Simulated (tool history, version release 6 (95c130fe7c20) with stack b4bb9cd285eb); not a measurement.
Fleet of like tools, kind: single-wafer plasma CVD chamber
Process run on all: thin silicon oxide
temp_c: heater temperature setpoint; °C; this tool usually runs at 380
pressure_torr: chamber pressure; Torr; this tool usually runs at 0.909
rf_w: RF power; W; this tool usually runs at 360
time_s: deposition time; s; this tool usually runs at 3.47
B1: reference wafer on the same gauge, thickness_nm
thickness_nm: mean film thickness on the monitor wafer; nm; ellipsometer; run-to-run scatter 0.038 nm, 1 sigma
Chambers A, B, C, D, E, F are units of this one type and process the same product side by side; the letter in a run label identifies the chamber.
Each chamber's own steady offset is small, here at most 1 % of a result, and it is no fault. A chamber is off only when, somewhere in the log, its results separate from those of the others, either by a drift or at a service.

{"run": "1B", "hour": 11.2, "temp_c": 380, "pressure_torr": 0.909, "rf_w": 360, "time_s": 3.47, "B1": 8.1498, "thickness_nm": 7.8454}
{"run": "2E", "hour": 23.0, "temp_c": 380, "pressure_torr": 0.909, "rf_w": 360, "time_s": 3.47, "B1": 8.1528, "thickness_nm": 7.7491}
{"run": "3C", "hour": 31.6, "temp_c": 380, "pressure_torr": 0.909, "rf_w": 360, "time_s": 3.47, "B1": 8.1533, "thickness_nm": 7.8986}
{"run": "4D", "hour": 46.6, "temp_c": 380, "pressure_torr": 0.909, "rf_w": 360, "time_s": 3.47, "B1": 8.1492, "thickness_nm": 7.7533}
{"run": "5F", "hour": 60.6, "temp_c": 380, "pressure_torr": 0.909, "rf_w": 360, "time_s": 3.47, "B1": 8.1509, "thickness_nm": 7.7212}
{"run": "6A", "hour": 71.9, "temp_c": 380, "pressure_torr": 0.909, "rf_w": 360, "time_s": 3.47, "B1": 8.1538, "thickness_nm": 7.6817}
{"hour": 82.0, "done": "chamber E: thermocouple changed; heater temperature recalibrated"}
{"run": "7A", "hour": 84.8, "temp_c": 380, "pressure_torr": 0.909, "rf_w": 360, "time_s": 3.47, "B1": 8.1518, "thickness_nm": 7.708}
{"run": "8F", "hour": 99.3, "temp_c": 380, "pressure_torr": 0.909, "rf_w": 360, "time_s": 3.47, "B1": 8.1388, "thickness_nm": 7.7639}
{"run": "9D", "hour": 112.8, "temp_c": 380, "pressure_torr": 0.909, "rf_w": 360, "time_s": 3.47, "B1": 8.1604, "thickness_nm": 7.7367}
{"run": "10E", "hour": 123.9, "temp_c": 380, "pressure_torr": 0.909, "rf_w": 360, "time_s": 3.47, "B1": 8.1455, "thickness_nm": 7.7312}
{"hour": 134.2, "done": "chamber C: RF generator calibrated"}
{"run": "11B", "hour": 134.3, "temp_c": 380, "pressure_torr": 0.909, "rf_w": 360, "time_s": 3.47, "B1": 8.1447, "thickness_nm": 7.8384}
{"run": "12C", "hour": 146.7, "temp_c": 380, "pressure_torr": 0.909, "rf_w": 360, "time_s": 3.47, "B1": 8.1575, "thickness_nm": 7.8144}
{"run": "13C", "hour": 160.6, "temp_c": 380, "pressure_torr": 0.909, "rf_w": 360, "time_s": 3.47, "B1": 8.1508, "thickness_nm": 7.8325}
{"run": "14F", "hour": 170.7, "temp_c": 380, "pressure_torr": 0.909, "rf_w": 360, "time_s": 3.47, "B1": 8.1466, "thickness_nm": 7.7298}
{"run": "15A", "hour": 186.9, "temp_c": 380, "pressure_torr": 1.011, "rf_w": 360, "time_s": 2.82, "B1": 8.1466, "thickness_nm": 6.8321}
{"run": "16D", "hour": 197.8, "temp_c": 380, "pressure_torr": 1.011, "rf_w": 360, "time_s": 2.82, "B1": 8.1483, "thickness_nm": 6.8747}
{"run": "17E", "hour": 211.8, "temp_c": 380, "pressure_torr": 1.011, "rf_w": 360, "time_s": 2.82, "B1": 8.1458, "thickness_nm": 6.8702}
{"run": "18B", "hour": 221.8, "temp_c": 380, "pressure_torr": 1.011, "rf_w": 360, "time_s": 2.82, "B1": 8.1555, "thickness_nm": 6.8338}
{"hour": 224.7, "done": "chamber C: capacitance manometer re-zeroed and calibrated"}
{"run": "19D", "hour": 232.4, "temp_c": 380, "pressure_torr": 1.011, "rf_w": 360, "time_s": 2.82, "B1": 8.1483, "thickness_nm": 6.8827}
{"run": "20F", "hour": 243.2, "temp_c": 380, "pressure_torr": 1.011, "rf_w": 360, "time_s": 2.82, "B1": 8.1436, "thickness_nm": 6.854}
{"run": "21B", "hour": 257.3, "temp_c": 380, "pressure_torr": 0.909, "rf_w": 360, "time_s": 3.47, "B1": 8.152, "thickness_nm": 7.8482}
{"run": "22A", "hour": 269.8, "temp_c": 380, "pressure_torr": 0.909, "rf_w": 360, "time_s": 3.47, "B1": 8.1513, "thickness_nm": 7.7303}
{"hour": 279.5, "done": "chamber A: capacitance manometer re-zeroed and calibrated"}
{"run": "23C", "hour": 285.0, "temp_c": 380, "pressure_torr": 0.909, "rf_w": 360, "time_s": 3.47, "B1": 8.144, "thickness_nm": 7.7672}
{"run": "24E", "hour": 292.4, "temp_c": 380, "pressure_torr": 0.909, "rf_w": 360, "time_s": 3.47, "B1": 8.1508, "thickness_nm": 7.7488}
{"run": "25A", "hour": 299.5, "temp_c": 380, "pressure_torr": 0.909, "rf_w": 360, "time_s": 3.47, "B1": 8.1538, "thickness_nm": 7.6553}
{"run": "26D", "hour": 314.7, "temp_c": 380, "pressure_torr": 0.909, "rf_w": 360, "time_s": 3.47, "B1": 8.143, "thickness_nm": 7.7796}
{"run": "27F", "hour": 329.9, "temp_c": 380, "pressure_torr": 0.909, "rf_w": 360, "time_s": 3.47, "B1": 8.1542, "thickness_nm": 7.6918}
{"run": "28C", "hour": 336.9, "temp_c": 380, "pressure_torr": 0.909, "rf_w": 360, "time_s": 3.47, "B1": 8.1517, "thickness_nm": 7.7922}
{"run": "29B", "hour": 348.7, "temp_c": 380, "pressure_torr": 0.909, "rf_w": 360, "time_s": 3.47, "B1": 8.1553, "thickness_nm": 7.8636}
{"run": "30E", "hour": 361.8, "temp_c": 380, "pressure_torr": 0.909, "rf_w": 360, "time_s": 3.47, "B1": 8.1458, "thickness_nm": 7.8243}
{"run": "31A", "hour": 370.2, "temp_c": 380, "pressure_torr": 0.909, "rf_w": 360, "time_s": 3.47, "B1": 8.1496, "thickness_nm": 7.7367}
{"run": "32B", "hour": 382.9, "temp_c": 380, "pressure_torr": 0.909, "rf_w": 360, "time_s": 3.47, "B1": 8.1558, "thickness_nm": 7.8239}
{"run": "33D", "hour": 391.7, "temp_c": 380, "pressure_torr": 0.909, "rf_w": 360, "time_s": 3.47, "B1": 8.1458, "thickness_nm": 7.7334}
{"run": "34C", "hour": 401.9, "temp_c": 380, "pressure_torr": 0.909, "rf_w": 360, "time_s": 3.47, "B1": 8.1447, "thickness_nm": 7.7921}
{"run": "35E", "hour": 411.5, "temp_c": 380, "pressure_torr": 0.909, "rf_w": 360, "time_s": 3.47, "B1": 8.1479, "thickness_nm": 7.7547}
{"run": "36F", "hour": 426.4, "temp_c": 389, "pressure_torr": 0.909, "rf_w": 360, "time_s": 3.47, "B1": 8.1459, "thickness_nm": 7.6808}
{"run": "37F", "hour": 439.1, "temp_c": 389, "pressure_torr": 0.909, "rf_w": 360, "time_s": 3.47, "B1": 8.1575, "thickness_nm": 7.6582}
{"hour": 454.7, "done": "chamber E: capacitance manometer re-zeroed and calibrated"}
{"run": "38D", "hour": 454.8, "temp_c": 389, "pressure_torr": 0.909, "rf_w": 360, "time_s": 3.47, "B1": 8.1469, "thickness_nm": 7.6678}
{"run": "39E", "hour": 466.4, "temp_c": 389, "pressure_torr": 0.909, "rf_w": 360, "time_s": 3.47, "B1": 8.147, "thickness_nm": 7.6606}
{"run": "40B", "hour": 477.5, "temp_c": 389, "pressure_torr": 0.909, "rf_w": 360, "time_s": 3.47, "B1": 8.153, "thickness_nm": 7.7739}
{"run": "41A", "hour": 490.0, "temp_c": 389, "pressure_torr": 0.909, "rf_w": 360, "time_s": 3.47, "B1": 8.153, "thickness_nm": 7.7109}
{"run": "42C", "hour": 505.8, "temp_c": 380, "pressure_torr": 0.909, "rf_w": 360, "time_s": 3.47, "B1": 8.148, "thickness_nm": 7.8284}
{"run": "43F", "hour": 517.0, "temp_c": 372, "pressure_torr": 0.909, "rf_w": 360, "time_s": 2.99, "B1": 8.1521, "thickness_nm": 6.7203}
{"run": "44E", "hour": 524.7, "temp_c": 372, "pressure_torr": 0.909, "rf_w": 360, "time_s": 2.99, "B1": 8.1529, "thickness_nm": 6.7669}

Is one chamber out of step, is the gauge drifting, or do the chambers differ by no more than their own small offsets? For an off chamber, give its letter and the likeliest cause.

No chamber is off and the gauge is stable; the differences are just each chamber's small, constant offset.
